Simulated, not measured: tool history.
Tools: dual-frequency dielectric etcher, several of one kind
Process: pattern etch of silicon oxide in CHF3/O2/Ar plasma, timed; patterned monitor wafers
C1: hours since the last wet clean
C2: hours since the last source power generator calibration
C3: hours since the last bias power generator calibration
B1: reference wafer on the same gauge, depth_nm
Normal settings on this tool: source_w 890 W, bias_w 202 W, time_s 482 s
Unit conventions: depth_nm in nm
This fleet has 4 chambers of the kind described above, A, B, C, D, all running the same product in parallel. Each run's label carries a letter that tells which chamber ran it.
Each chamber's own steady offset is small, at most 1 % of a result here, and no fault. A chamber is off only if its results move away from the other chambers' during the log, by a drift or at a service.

{"run": "1A", "hour": 5.6, "source_w": 890, "bias_w": 202, "time_s": 482, "C1": 26.2, "C2": 38.9, "C3": 1799.5, "B1": 1120, "depth_nm": 1141.3}
{"run": "2C", "hour": 10.0, "source_w": 890, "bias_w": 202, "time_s": 482, "C1": 365, "C2": 1010.5, "C3": 3462.5, "B1": 1119.5, "depth_nm": 1151.2}
{"run": "3B", "hour": 13.8, "source_w": 890, "bias_w": 202, "time_s": 482, "C1": 201.2, "C2": 2551.7, "C3": 3477.1, "B1": 1119.6, "depth_nm": 1153.4}
{"run": "4D", "hour": 17.2, "source_w": 890, "bias_w": 202, "time_s": 482, "C1": 432.2, "C2": 703.1, "C3": 1901.8, "B1": 1119.2, "depth_nm": 1158.4}
{"run": "5A", "hour": 22.7, "source_w": 890, "bias_w": 202, "time_s": 482, "C1": 43.3, "C2": 56, "C3": 1816.6, "B1": 1118.6, "depth_nm": 1142.3}
{"run": "6D", "hour": 26.4, "source_w": 890, "bias_w": 202, "time_s": 482, "C1": 441.4, "C2": 712.3, "C3": 1911, "B1": 1119, "depth_nm": 1158}
{"run": "7C", "hour": 29.5, "source_w": 890, "bias_w": 202, "time_s": 482, "C1": 384.5, "C2": 1030, "C3": 3482, "B1": 1119.1, "depth_nm": 1153.5}
{"run": "8B", "hour": 33.3, "source_w": 980, "bias_w": 202, "time_s": 554, "C1": 220.7, "C2": 2571.2, "C3": 3496.6, "B1": 1118.6, "depth_nm": 1377.6}
{"run": "9B", "hour": 36.0, "source_w": 980, "bias_w": 202, "time_s": 554, "C1": 223.4, "C2": 2573.9, "C3": 3499.3, "B1": 1118.6, "depth_nm": 1380.7}
{"run": "10A", "hour": 39.1, "source_w": 980, "bias_w": 202, "time_s": 554, "C1": 59.7, "C2": 72.4, "C3": 1833, "B1": 1118.2, "depth_nm": 1357.8}
{"hour": 39.4, "done": "chamber C: wet clean of the chamber"}
{"run": "11D", "hour": 42.7, "source_w": 980, "bias_w": 202, "time_s": 554, "C1": 457.7, "C2": 728.6, "C3": 1927.3, "B1": 1117.8, "depth_nm": 1376.4}
{"run": "12C", "hour": 47.5, "source_w": 890, "bias_w": 202, "time_s": 482, "C1": 8.1, "C2": 1048, "C3": 3500, "B1": 1118, "depth_nm": 1150.3}
{"run": "13D", "hour": 50.4, "source_w": 890, "bias_w": 235, "time_s": 574.5, "C1": 465.4, "C2": 736.3, "C3": 1935, "B1": 1117.7, "depth_nm": 1451.4}
{"run": "14A", "hour": 54.1, "source_w": 890, "bias_w": 235, "time_s": 574.5, "C1": 74.7, "C2": 87.4, "C3": 1848, "B1": 1117.7, "depth_nm": 1427.7}
{"run": "15B", "hour": 59.4, "source_w": 890, "bias_w": 235, "time_s": 574.5, "C1": 246.8, "C2": 2597.3, "C3": 3522.7, "B1": 1117.2, "depth_nm": 1447.9}
{"run": "16C", "hour": 65.0, "source_w": 890, "bias_w": 235, "time_s": 574.5, "C1": 25.6, "C2": 1065.5, "C3": 3517.5, "B1": 1117.1, "depth_nm": 1444.7}
{"run": "17A", "hour": 67.8, "source_w": 890, "bias_w": 202, "time_s": 482, "C1": 88.4, "C2": 101.1, "C3": 1861.7, "B1": 1117.5, "depth_nm": 1139.2}
{"run": "18D", "hour": 71.7, "source_w": 890, "bias_w": 202, "time_s": 482, "C1": 486.7, "C2": 757.6, "C3": 1956.3, "B1": 1116.9, "depth_nm": 1154.2}
{"run": "19C", "hour": 75.4, "source_w": 890, "bias_w": 202, "time_s": 482, "C1": 36, "C2": 1075.9, "C3": 3527.9, "B1": 1116.6, "depth_nm": 1149.9}
{"run": "20B", "hour": 78.8, "source_w": 890, "bias_w": 202, "time_s": 482, "C1": 266.2, "C2": 2616.7, "C3": 3542.1, "B1": 1116.5, "depth_nm": 1152.8}
{"run": "21D", "hour": 82.7, "source_w": 890, "bias_w": 202, "time_s": 482, "C1": 497.7, "C2": 768.6, "C3": 1967.3, "B1": 1116.7, "depth_nm": 1153.7}
{"run": "22C", "hour": 85.4, "source_w": 890, "bias_w": 202, "time_s": 482, "C1": 46, "C2": 1085.9, "C3": 3537.9, "B1": 1116.3, "depth_nm": 1150.3}
{"run": "23B", "hour": 90.3, "source_w": 890, "bias_w": 202, "time_s": 482, "C1": 277.7, "C2": 2628.2, "C3": 3553.6, "B1": 1116.1, "depth_nm": 1151.4}
{"run": "24A", "hour": 95.0, "source_w": 890, "bias_w": 202, "time_s": 482, "C1": 115.6, "C2": 128.3, "C3": 1888.9, "B1": 1116, "depth_nm": 1135.4}
{"run": "25A", "hour": 98.4, "source_w": 890, "bias_w": 202, "time_s": 482, "C1": 119, "C2": 131.7, "C3": 1892.3, "B1": 1115.9, "depth_nm": 1134.1}
{"run": "26C", "hour": 104.0, "source_w": 890, "bias_w": 202, "time_s": 482, "C1": 64.6, "C2": 1104.5, "C3": 3556.5, "B1": 1115.5, "depth_nm": 1149.6}
{"run": "27D", "hour": 109.5, "source_w": 890, "bias_w": 202, "time_s": 482, "C1": 524.5, "C2": 795.4, "C3": 1994.1, "B1": 1115.6, "depth_nm": 1150.3}
{"run": "28B", "hour": 114.5, "source_w": 890, "bias_w": 202, "time_s": 482, "C1": 301.9, "C2": 2652.4, "C3": 3577.8, "B1": 1115.3, "depth_nm": 1150.4}
{"run": "29B", "hour": 118.2, "source_w": 890, "bias_w": 202, "time_s": 482, "C1": 305.6, "C2": 2656.1, "C3": 3581.5, "B1": 1115.1, "depth_nm": 1149.6}
{"run": "30D", "hour": 122.6, "source_w": 780, "bias_w": 202, "time_s": 606, "C1": 537.6, "C2": 808.5, "C3": 2007.2, "B1": 1115, "depth_nm": 1376.9}
{"run": "31C", "hour": 126.1, "source_w": 780, "bias_w": 202, "time_s": 606, "C1": 86.7, "C2": 1126.6, "C3": 3578.6, "B1": 1114.9, "depth_nm": 1368.7}

Next, all 4 chambers run the settings below, one line each with question marks for the results. What does each chamber give?
{"run": "32A", "hour": 130.2, "source_w": 890, "bias_w": 202, "time_s": 482, "depth_nm": "?"}
{"run": "32B", "hour": 130.2, "source_w": 890, "bias_w": 202, "time_s": 482, "depth_nm": "?"}
{"run": "32C", "hour": 130.2, "source_w": 890, "bias_w": 202, "time_s": 482, "depth_nm": "?"}
{"run": "32D", "hour": 130.2, "source_w": 890, "bias_w": 202, "time_s": 482, "depth_nm": "?"}

run=32A depth_nm=1134.6
run=32B depth_nm=1150.9
run=32C depth_nm=1147.3
run=32D depth_nm=1150.3
